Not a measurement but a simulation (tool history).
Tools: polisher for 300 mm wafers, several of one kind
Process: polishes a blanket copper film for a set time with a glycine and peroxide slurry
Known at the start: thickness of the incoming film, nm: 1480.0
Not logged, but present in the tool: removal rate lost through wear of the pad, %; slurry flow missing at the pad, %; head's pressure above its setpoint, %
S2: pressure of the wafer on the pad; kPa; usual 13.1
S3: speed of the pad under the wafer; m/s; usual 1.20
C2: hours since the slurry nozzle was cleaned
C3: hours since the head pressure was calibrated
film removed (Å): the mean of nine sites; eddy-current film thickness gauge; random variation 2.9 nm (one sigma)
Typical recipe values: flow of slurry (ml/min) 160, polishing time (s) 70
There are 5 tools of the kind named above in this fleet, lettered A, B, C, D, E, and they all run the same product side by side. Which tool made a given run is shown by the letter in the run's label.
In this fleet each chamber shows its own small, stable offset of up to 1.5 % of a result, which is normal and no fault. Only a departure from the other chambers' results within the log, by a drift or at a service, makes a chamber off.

run 1D hour=6.6 | flow_of_slurry_(ml/min)=160 S2=13.1 S3=1.20 polishing_time_(s)=70 | wafers_polished_on_this_pad=738 C2=201.1 C3=202.0 | film_removed_(Å)=2855.0
run 2A hour=15.7 | flow_of_slurry_(ml/min)=160 S2=13.1 S3=1.20 polishing_time_(s)=70 | wafers_polished_on_this_pad=176 C2=174.5 C3=582.1 | film_removed_(Å)=2849.5
run 3B hour=23.4 | flow_of_slurry_(ml/min)=160 S2=13.1 S3=1.20 polishing_time_(s)=70 | wafers_polished_on_this_pad=223 C2=75.4 C3=690.8 | film_removed_(Å)=2824.2
run 4E hour=30.3 | flow_of_slurry_(ml/min)=160 S2=13.1 S3=1.20 polishing_time_(s)=70 | wafers_polished_on_this_pad=978 C2=388.0 C3=181.2 | film_removed_(Å)=2794.4
run 5C hour=37.9 | flow_of_slurry_(ml/min)=160 S2=13.1 S3=1.20 polishing_time_(s)=70 | wafers_polished_on_this_pad=416 C2=217.1 C3=288.5 | film_removed_(Å)=2772.4
run 6A hour=48.9 | flow_of_slurry_(ml/min)=160 S2=13.1 S3=1.20 polishing_time_(s)=70 | wafers_polished_on_this_pad=415 C2=207.7 C3=615.3 | film_removed_(Å)=2884.8
run 7E hour=64.0 | flow_of_slurry_(ml/min)=160 S2=13.1 S3=1.20 polishing_time_(s)=70 | wafers_polished_on_this_pad=1221 C2=421.7 C3=214.9 | film_removed_(Å)=2804.9
-- hour=67.8 chamber D: worn pad replaced by a new one
run 8C hour=72.3 | flow_of_slurry_(ml/min)=160 S2=13.1 S3=1.20 polishing_time_(s)=70 | wafers_polished_on_this_pad=664 C2=251.5 C3=322.9 | film_removed_(Å)=2909.0
-- hour=79.4 chamber C: worn pad replaced by a new one
run 9B hour=82.8 | flow_of_slurry_(ml/min)=160 S2=13.1 S3=1.20 polishing_time_(s)=70 | wafers_polished_on_this_pad=652 C2=134.8 C3=750.2 | film_removed_(Å)=2849.8
run 10D hour=98.1 | flow_of_slurry_(ml/min)=160 S2=13.1 S3=1.20 polishing_time_(s)=70 | wafers_polished_on_this_pad=219 C2=292.6 C3=293.5 | film_removed_(Å)=2825.2
-- hour=101.1 chamber A: worn pad replaced by a new one
run 11E hour=109.8 | flow_of_slurry_(ml/min)=160 S2=13.1 S3=1.20 polishing_time_(s)=70 | wafers_polished_on_this_pad=1551 C2=467.5 C3=260.7 | film_removed_(Å)=2794.7
-- hour=121.2 chamber E: worn pad replaced by a new one
run 12D hour=122.9 | flow_of_slurry_(ml/min)=160 S2=13.1 S3=1.20 polishing_time_(s)=70 | wafers_polished_on_this_pad=398 C2=317.4 C3=318.3 | film_removed_(Å)=2851.8
-- hour=133.7 chamber B: worn pad replaced by a new one
run 13B hour=135.5 | flow_of_slurry_(ml/min)=160 S2=13.1 S3=1.20 polishing_time_(s)=70 | wafers_polished_on_this_pad=13 C2=187.5 C3=802.9 | film_removed_(Å)=2929.2
run 14A hour=149.9 | flow_of_slurry_(ml/min)=160 S2=13.1 S3=1.20 polishing_time_(s)=70 | wafers_polished_on_this_pad=352 C2=308.7 C3=716.3 | film_removed_(Å)=2880.4
run 15C hour=158.4 | flow_of_slurry_(ml/min)=160 S2=13.1 S3=1.20 polishing_time_(s)=70 | wafers_polished_on_this_pad=570 C2=337.6 C3=409.0 | film_removed_(Å)=2843.7
run 16E hour=171.7 | flow_of_slurry_(ml/min)=160 S2=13.1 S3=1.20 polishing_time_(s)=70 | wafers_polished_on_this_pad=364 C2=529.4 C3=322.6 | film_removed_(Å)=2846.0
-- hour=183.4 chamber C: worn pad replaced by a new one
run 17A hour=183.6 | flow_of_slurry_(ml/min)=160 S2=13.1 S3=1.20 polishing_time_(s)=70 | wafers_polished_on_this_pad=595 C2=342.4 C3=750.0 | film_removed_(Å)=2830.5
run 18C hour=197.2 | flow_of_slurry_(ml/min)=200 S2=15.9 S3=1.20 polishing_time_(s)=70 | wafers_polished_on_this_pad=99 C2=376.4 C3=447.8 | film_removed_(Å)=3445.8
-- hour=203.3 chamber A: worn pad replaced by a new one
run 19D hour=208.6 | flow_of_slurry_(ml/min)=200 S2=15.9 S3=1.20 polishing_time_(s)=70 | wafers_polished_on_this_pad=1016 C2=403.1 C3=404.0 | film_removed_(Å)=3357.4
run 20B hour=222.0 | flow_of_slurry_(ml/min)=200 S2=15.9 S3=1.20 polishing_time_(s)=70 | wafers_polished_on_this_pad=637 C2=274.0 C3=889.4 | film_removed_(Å)=3500.2
-- hour=235.8 chamber D: worn pad replaced by a new one
run 21D hour=237.1 | flow_of_slurry_(ml/min)=200 S2=15.9 S3=1.20 polishing_time_(s)=70 | wafers_polished_on_this_pad=9 C2=431.6 C3=432.5 | film_removed_(Å)=3417.0
-- hour=242.0 chamber C: slurry nozzle cleaned
run 22B hour=251.8 | flow_of_slurry_(ml/min)=200 S2=15.9 S3=1.20 polishing_time_(s)=70 | wafers_polished_on_this_pad=852 C2=303.8 C3=919.2 | film_removed_(Å)=3455.4
run 23E hour=262.0 | flow_of_slurry_(ml/min)=160 S2=13.1 S3=1.20 polishing_time_(s)=70 | wafers_polished_on_this_pad=1015 C2=619.7 C3=412.9 | film_removed_(Å)=2806.2
run 24C hour=269.6 | flow_of_slurry_(ml/min)=160 S2=13.1 S3=1.20 polishing_time_(s)=70 | wafers_polished_on_this_pad=622 C2=27.6 C3=520.2 | film_removed_(Å)=2821.5
run 25A hour=278.2 | flow_of_slurry_(ml/min)=130 S2=13.1 S3=1.20 polishing_time_(s)=70 | wafers_polished_on_this_pad=540 C2=437.0 C3=844.6 | film_removed_(Å)=2785.2
-- hour=279.5 chamber B: worn pad replaced by a new one
-- hour=283.9 chamber C: worn pad replaced by a new one
run 26D hour=285.7 | flow_of_slurry_(ml/min)=130 S2=13.1 S3=1.20 polishing_time_(s)=70 | wafers_polished_on_this_pad=360 C2=480.2 C3=481.1 | film_removed_(Å)=2730.1
run 27B hour=296.8 | flow_of_slurry_(ml/min)=130 S2=13.1 S3=1.20 polishing_time_(s)=70 | wafers_polished_on_this_pad=125 C2=348.8 C3=964.2 | film_removed_(Å)=2762.6
-- hour=307.1 chamber A: slurry nozzle cleaned
run 28A hour=310.2 | flow_of_slurry_(ml/min)=130 S2=13.1 S3=1.20 polishing_time_(s)=70 | wafers_polished_on_this_pad=771 C2=3.2 C3=876.6 | film_removed_(Å)=2712.1
-- hour=311.5 chamber A: worn pad replaced by a new one
run 29C hour=321.4 | flow_of_slurry_(ml/min)=130 S2=13.1 S3=1.20 polishing_time_(s)=70 | wafers_polished_on_this_pad=270 C2=79.4 C3=572.0 | film_removed_(Å)=2782.9
run 30E hour=333.0 | flow_of_slurry_(ml/min)=160 S2=13.1 S3=1.20 polishing_time_(s)=70 | wafers_polished_on_this_pad=1528 C2=690.7 C3=483.9 | film_removed_(Å)=2809.6
-- hour=342.4 chamber E: worn pad replaced by a new one
-- hour=343.8 chamber E: slurry nozzle cleaned
run 31C hour=347.2 | flow_of_slurry_(ml/min)=160 S2=17.2 S3=1.48 polishing_time_(s)=70 | wafers_polished_on_this_pad=456 C2=105.2 C3=597.8 | film_removed_(Å)=4307.9
run 32B hour=360.7 | flow_of_slurry_(ml/min)=160 S2=17.2 S3=1.48 polishing_time_(s)=70 | wafers_polished_on_this_pad=586 C2=412.7 C3=1028.1 | film_removed_(Å)=4211.1
run 33D hour=375.3 | flow_of_slurry_(ml/min)=160 S2=17.2 S3=1.48 polishing_time_(s)=70 | wafers_polished_on_this_pad=1006 C2=569.8 C3=570.7 | film_removed_(Å)=4243.8
-- hour=388.4 chamber C: worn pad replaced by a new one
run 34E hour=389.2 | flow_of_slurry_(ml/min)=160 S2=17.2 S3=1.48 polishing_time_(s)=70 | wafers_polished_on_this_pad=337 C2=45.4 C3=540.1 | film_removed_(Å)=4187.1
run 35A hour=404.5 | flow_of_slurry_(ml/min)=160 S2=17.2 S3=1.48 polishing_time_(s)=70 | wafers_polished_on_this_pad=671 C2=97.5 C3=970.9 | film_removed_(Å)=4262.0
run 36D hour=411.8 | flow_of_slurry_(ml/min)=160 S2=13.1 S3=1.20 polishing_time_(s)=70 | wafers_polished_on_this_pad=1269 C2=606.3 C3=607.2 | film_removed_(Å)=2794.3
run 37E hour=418.6 | flow_of_slurry_(ml/min)=160 S2=13.1 S3=1.20 polishing_time_(s)=70 | wafers_polished_on_this_pad=550 C2=74.8 C3=569.5 | film_removed_(Å)=2832.8
-- hour=420.0 chamber C: head pressure recalibrated
run 38C hour=432.7 | flow_of_slurry_(ml/min)=160 S2=13.1 S3=1.20 polishing_time_(s)=70 | wafers_polished_on_this_pad=320 C2=190.7 C3=12.8 | film_removed_(Å)=2830.8

Is one chamber off against the others, does the gauge drift, or is nothing wrong? If a chamber is off, say which, and what the likeliest cause is.

Beyond each chamber's small constant offset nothing stands out, and the gauge stays steady.
